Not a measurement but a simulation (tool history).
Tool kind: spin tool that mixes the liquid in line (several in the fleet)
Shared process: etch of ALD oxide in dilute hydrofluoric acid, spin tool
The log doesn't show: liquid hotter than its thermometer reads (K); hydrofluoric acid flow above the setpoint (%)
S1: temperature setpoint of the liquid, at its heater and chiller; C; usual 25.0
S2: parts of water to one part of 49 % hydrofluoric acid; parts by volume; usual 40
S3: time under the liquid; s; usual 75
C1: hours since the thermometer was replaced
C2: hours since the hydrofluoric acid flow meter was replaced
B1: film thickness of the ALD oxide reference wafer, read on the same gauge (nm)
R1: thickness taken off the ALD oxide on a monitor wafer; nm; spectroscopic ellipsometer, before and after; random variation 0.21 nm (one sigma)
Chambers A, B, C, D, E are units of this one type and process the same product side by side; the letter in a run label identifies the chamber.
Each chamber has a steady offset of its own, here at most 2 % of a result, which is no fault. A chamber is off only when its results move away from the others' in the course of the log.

At day 0.254: chamber E: thermometer replaced.
Run 1E, day 0.479: usual settings; C1 5.4; C2 101.5; B1 109.99. Result: R1 41.544 nm.
Run 2D, day 0.833: usual settings; C1 69.1; C2 424.5; B1 110.01. Result: R1 42.468 nm.
Run 3A, day 1.267: usual settings; C1 493.6; C2 2017.2; B1 110.00. Result: R1 41.744 nm.
Run 4C, day 1.517: usual settings; C1 2039.9; C2 470.9; B1 110.02. Result: R1 41.363 nm.
Run 5B, day 1.950: usual settings; C1 910.4; C2 1880.8; B1 110.01. Result: R1 40.935 nm.
Run 6B, day 2.267: usual settings; C1 918.0; C2 1888.4; B1 109.97. Result: R1 40.829 nm.
Run 7C, day 2.542: usual settings; C1 2064.5; C2 495.5; B1 110.01. Result: R1 41.352 nm.
Run 8E, day 2.983: usual settings; C1 65.5; C2 161.6; B1 110.03. Result: R1 41.312 nm.
At day 3.092: chamber A: hydrofluoric acid flow meter replaced.
Run 9D, day 3.221: usual settings; C1 126.4; C2 481.8; B1 110.01. Result: R1 42.073 nm.
Run 10A, day 3.667: usual settings; C1 551.2; C2 13.9; B1 109.99. Result: R1 41.735 nm.
At day 3.771: chamber C: hydrofluoric acid flow meter replaced.
Run 11B, day 3.942: usual settings; C1 958.2; C2 1928.6; B1 110.00. Result: R1 40.956 nm.
Run 12A, day 4.367: usual settings but S2 25 parts by volume; C1 568.0; C2 30.7; B1 109.98. Result: R1 68.215 nm.
Run 13C, day 4.712: usual settings but S2 25 parts by volume; C1 2116.6; C2 22.6; B1 110.03. Result: R1 67.685 nm.
Run 14D, day 5.100: usual settings but S2 25 parts by volume; C1 171.5; C2 526.9; B1 109.98. Result: R1 69.425 nm.
Run 15E, day 5.529: usual settings but S2 25 parts by volume; C1 126.6; C2 222.7; B1 110.02. Result: R1 67.797 nm.
Run 16C, day 6.017: usual settings but S2 25 parts by volume; C1 2147.9; C2 53.9; B1 109.99. Result: R1 67.619 nm.
Run 17B, day 6.333: usual settings; C1 1015.6; C2 1986.0; B1 110.02. Result: R1 41.085 nm.
At day 6.558: chamber B: hydrofluoric acid flow meter replaced.
Run 18D, day 6.571: usual settings; C1 206.8; C2 562.2; B1 110.00. Result: R1 41.969 nm.
Run 19E, day 6.975: usual settings; C1 161.3; C2 257.4; B1 109.99. Result: R1 41.433 nm.
Run 20A, day 7.408: usual settings; C1 641.0; C2 103.7; B1 110.01. Result: R1 41.895 nm.
Run 21C, day 7.829: usual settings; C1 2191.4; C2 97.4; B1 110.01. Result: R1 41.206 nm.
Run 22A, day 8.158: usual settings but S1 22.5 C; C1 659.0; C2 121.7; B1 110.00. Result: R1 37.439 nm.
Run 23B, day 8.617: usual settings but S1 22.5 C; C1 1070.4; C2 49.5; B1 110.01. Result: R1 37.116 nm.
Run 24D, day 8.908: usual settings but S1 22.5 C; C1 262.9; C2 618.3; B1 109.99. Result: R1 37.830 nm.
Run 25E, day 9.196: usual settings but S1 22.5 C; C1 214.6; C2 310.7; B1 110.02. Result: R1 37.204 nm.
Run 26C, day 9.688: usual settings but S1 22.5 C; C1 2236.0; C2 142.0; B1 110.02. Result: R1 37.231 nm.
Run 27B, day 10.179: usual settings; C1 1107.9; C2 87.0; B1 110.01. Result: R1 41.312 nm.
Run 28E, day 10.408: usual settings; C1 243.7; C2 339.8; B1 110.00. Result: R1 41.653 nm.
Run 29D, day 10.733: usual settings; C1 306.7; C2 662.1; B1 110.00. Result: R1 42.599 nm.
Run 30A, day 11.038: usual settings but S1 27.5 C, S2 55 parts by volume; C1 728.1; C2 190.8; B1 110.00. Result: R1 32.824 nm.
Run 31B, day 11.312: usual settings but S1 27.5 C, S2 55 parts by volume; C1 1135.1; C2 114.2; B1 109.98. Result: R1 32.641 nm.
Run 32C, day 11.575: usual settings but S1 27.5 C, S2 55 parts by volume; C1 2281.3; C2 187.3; B1 110.01. Result: R1 32.786 nm.
Run 33A, day 12.008: usual settings but S1 27.5 C, S2 55 parts by volume; C1 751.4; C2 214.1; B1 110.00. Result: R1 32.494 nm.
Run 34E, day 12.483: usual settings but S1 27.5 C, S2 55 parts by volume; C1 293.5; C2 389.6; B1 110.00. Result: R1 32.716 nm.
Run 35D, day 12.708: usual settings; C1 354.1; C2 709.5; B1 110.00. Result: R1 42.984 nm.
Run 36B, day 13.158: usual settings but S1 27.5 C, S3 50 s; C1 1179.4; C2 158.5; B1 109.99. Result: R1 30.571 nm.
Run 37A, day 13.504: usual settings but S1 27.5 C, S3 50 s; C1 787.3; C2 250.0; B1 110.01. Result: R1 30.760 nm.
Run 38E, day 13.996: usual settings but S1 27.5 C, S3 50 s; C1 329.8; C2 425.9; B1 109.99. Result: R1 30.612 nm.
Run 39D, day 14.412: usual settings but S1 27.5 C, S3 50 s; C1 395.0; C2 750.4; B1 110.00. Result: R1 31.800 nm.
Run 40C, day 14.742: usual settings but S1 27.5 C, S3 50 s; C1 2357.3; C2 263.3; B1 109.99. Result: R1 30.855 nm.
Run 41A, day 15.171: usual settings; C1 827.3; C2 290.0; B1 110.01. Result: R1 41.658 nm.
Run 42B, day 15.408: usual settings; C1 1233.4; C2 212.5; B1 109.98. Result: R1 41.088 nm.
Run 43C, day 15.646: usual settings; C1 2379.0; C2 285.0; B1 109.98. Result: R1 41.632 nm.

Next, every chamber runs the same settings. What will each give?
Run 44A, day 16.008: usual settings. Result: R1 ?.
Run 44B, day 16.008: usual settings. Result: R1 ?.
Run 44C, day 16.008: usual settings. Result: R1 ?.
Run 44D, day 16.008: usual settings. Result: R1 ?.
Run 44E, day 16.008: usual settings. Result: R1 ?.

run      R1
44A  41.394
44B  41.109
44C  41.267
44D  43.522
44E  41.648
